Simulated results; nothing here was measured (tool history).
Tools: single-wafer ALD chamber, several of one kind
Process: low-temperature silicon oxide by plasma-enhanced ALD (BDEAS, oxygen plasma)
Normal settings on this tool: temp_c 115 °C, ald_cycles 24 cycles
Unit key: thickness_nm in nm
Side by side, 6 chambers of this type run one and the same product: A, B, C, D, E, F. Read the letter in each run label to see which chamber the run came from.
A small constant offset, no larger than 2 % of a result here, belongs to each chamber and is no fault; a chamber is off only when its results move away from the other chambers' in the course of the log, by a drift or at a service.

| run | day | temp_c | ald_cycles | hours since the last thermocouple change | read-back reference wafer on the same gauge, thickness_nm | thickness_nm |
|---|---|---|---|---|---|---|
| 1B | 0.333 | 115 | 24 | 764.9 | 3.6902 | 3.3501 |
| 2E | 0.783 | 115 | 24 | 994.5 | 3.6911 | 3.3465 |
| 3D | 1.179 | 115 | 24 | 885.5 | 3.6920 | 3.3883 |
| 4F | 1.638 | 115 | 24 | 618.5 | 3.6926 | 3.3359 |
| 5A | 1.967 | 115 | 24 | 1513.6 | 3.6932 | 3.3108 |
| 6C | 2.179 | 115 | 28 | 550.7 | 3.6923 | 3.9642 |
|  | 2.312 | chamber A: thermocouple changed; heater temperature recalibrated |
| 7C | 2.638 | 115 | 28 | 561.7 | 3.6932 | 3.9600 |
| 8A | 2.950 | 115 | 28 | 15.4 | 3.6941 | 3.8679 |
| 9E | 3.262 | 115 | 28 | 1054.0 | 3.6938 | 3.9065 |
| 10F | 3.700 | 115 | 28 | 668.0 | 3.6949 | 3.8820 |
| 11D | 3.988 | 115 | 28 | 952.9 | 3.6948 | 3.9523 |
| 12B | 4.438 | 115 | 24 | 863.4 | 3.6951 | 3.3536 |
| 13E | 4.900 | 115 | 24 | 1093.3 | 3.6962 | 3.3593 |
| 14C | 5.133 | 115 | 24 | 621.6 | 3.6947 | 3.4044 |
| 15D | 5.542 | 115 | 24 | 990.2 | 3.6979 | 3.3849 |
| 16F | 5.875 | 115 | 24 | 720.2 | 3.6963 | 3.3413 |
| 17B | 6.088 | 115 | 24 | 903.0 | 3.6975 | 3.3616 |
| 18A | 6.458 | 115 | 24 | 99.6 | 3.6970 | 3.3214 |
| 19E | 6.688 | 115 | 24 | 1136.2 | 3.6991 | 3.3479 |
| 20F | 6.942 | 115 | 24 | 745.8 | 3.6978 | 3.3357 |
| 21C | 7.325 | 115 | 24 | 674.2 | 3.6979 | 3.4060 |
| 22B | 7.754 | 115 | 24 | 943.0 | 3.7005 | 3.3593 |
| 23D | 7.971 | 115 | 24 | 1048.5 | 3.7002 | 3.3928 |
| 24A | 8.396 | 115 | 24 | 146.1 | 3.7014 | 3.3213 |
| 25E | 8.808 | 115 | 24 | 1187.1 | 3.7014 | 3.3533 |
| 26F | 9.246 | 115 | 24 | 801.1 | 3.7019 | 3.3380 |
| 27B | 9.483 | 115 | 24 | 984.5 | 3.7024 | 3.3555 |
| 28D | 9.875 | 115 | 24 | 1094.2 | 3.7033 | 3.3975 |
| 29A | 10.346 | 115 | 24 | 192.9 | 3.7038 | 3.3238 |
| 30C | 10.733 | 115 | 24 | 756.0 | 3.7031 | 3.4083 |
| 31A | 11.083 | 125 | 20 | 210.6 | 3.7029 | 2.7256 |
| 32E | 11.450 | 125 | 20 | 1250.5 | 3.7042 | 2.7497 |
| 33B | 11.808 | 125 | 20 | 1040.3 | 3.7058 | 2.7449 |
| 34D | 12.133 | 125 | 20 | 1148.4 | 3.7053 | 2.7837 |
| 35C | 12.342 | 125 | 20 | 794.6 | 3.7052 | 2.7918 |
| 36F | 12.583 | 125 | 20 | 881.2 | 3.7065 | 2.7343 |
| 37C | 13.046 | 115 | 29 | 811.5 | 3.7067 | 4.1188 |

All chambers now run identical settings, listed one chamber a line with results as question marks. What results will each chamber show?
| 38A | 13.396 | 115 | 24 |  |  | ? |
| 38B | 13.396 | 115 | 24 |  |  | ? |
| 38C | 13.396 | 115 | 24 |  |  | ? |
| 38D | 13.396 | 115 | 24 |  |  | ? |
| 38E | 13.396 | 115 | 24 |  |  | ? |
| 38F | 13.396 | 115 | 24 |  |  | ? |

| run | thickness_nm |
|---|---|
| 38A | 3.3316 |
| 38B | 3.3632 |
| 38C | 3.4102 |
| 38D | 3.3976 |
| 38E | 3.3603 |
| 38F | 3.3439 |
